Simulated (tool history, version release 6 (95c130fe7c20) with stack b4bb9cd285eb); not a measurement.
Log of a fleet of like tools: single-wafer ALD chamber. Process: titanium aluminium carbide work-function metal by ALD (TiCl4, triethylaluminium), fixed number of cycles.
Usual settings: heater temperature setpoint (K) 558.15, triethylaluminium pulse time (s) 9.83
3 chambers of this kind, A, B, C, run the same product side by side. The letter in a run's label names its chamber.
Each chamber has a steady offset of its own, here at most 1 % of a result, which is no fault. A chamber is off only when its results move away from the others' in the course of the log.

run	day	heater temperature setpoint (K)	triethylaluminium pulse time (s)	hours since the last thermocouple change	hours since the last triethylaluminium bottle change	read-back reference wafer on the same gauge, thickness_nm	mean film thickness on the monitor wafer (angstrom)
1C	0.271	558.15	9.83	822.2	353	1.5309	18.673
2B	0.467	558.15	9.83	1229.6	165	1.5292	18.546
3A	0.65	558.15	9.83	1270.7	300.4	1.5306	18.782
4B	0.871	558.15	9.83	1239.3	174.7	1.5296	18.58
5A	1.088	558.15	9.83	1281.2	310.9	1.5311	18.745
6C	1.233	558.15	9.83	845.3	376.1	1.5309	18.681
7C	1.371	558.15	7.7	848.6	379.4	1.5308	17.946
8B	1.617	558.15	7.7	1257.2	192.6	1.5306	17.855
9A	1.762	558.15	7.7	1297.4	327.1	1.5302	17.932
10A	1.933	558.15	9.83	1301.5	331.2	1.5303	18.7
11C	2.121	552.15	8.25	866.6	397.4	1.5292	17.663
12B	2.354	552.15	8.25	1274.9	210.3	1.5308	17.584
13A	2.588	552.15	8.25	1317.2	346.9	1.5296	17.763
14C	2.729	558.15	9.83	881.2	412	1.5308	18.582
15B	2.904	558.15	9.83	1288.1	223.5	1.53	18.492
16B	3.133	558.15	9.83	1293.6	229	1.53	18.523
17A	3.412	547.15	9.83	1337	366.7	1.5292	17.717
18C	3.658	547.15	9.83	903.5	434.3	1.5297	17.78
19C	3.838	547.15	9.83	907.8	438.6	1.5299	17.618
20A	4.004	558.15	9.83	1351.2	380.9	1.5296	18.694

All 3 chambers run these settings next. Forecast each chamber's results:
21A	4.217	558.15	9.83				?
21B	4.217	558.15	9.83				?
21C	4.217	558.15	9.83				?

run	mean film thickness on the monitor wafer (angstrom)
21A	18.626
21B	18.473
21C	18.546
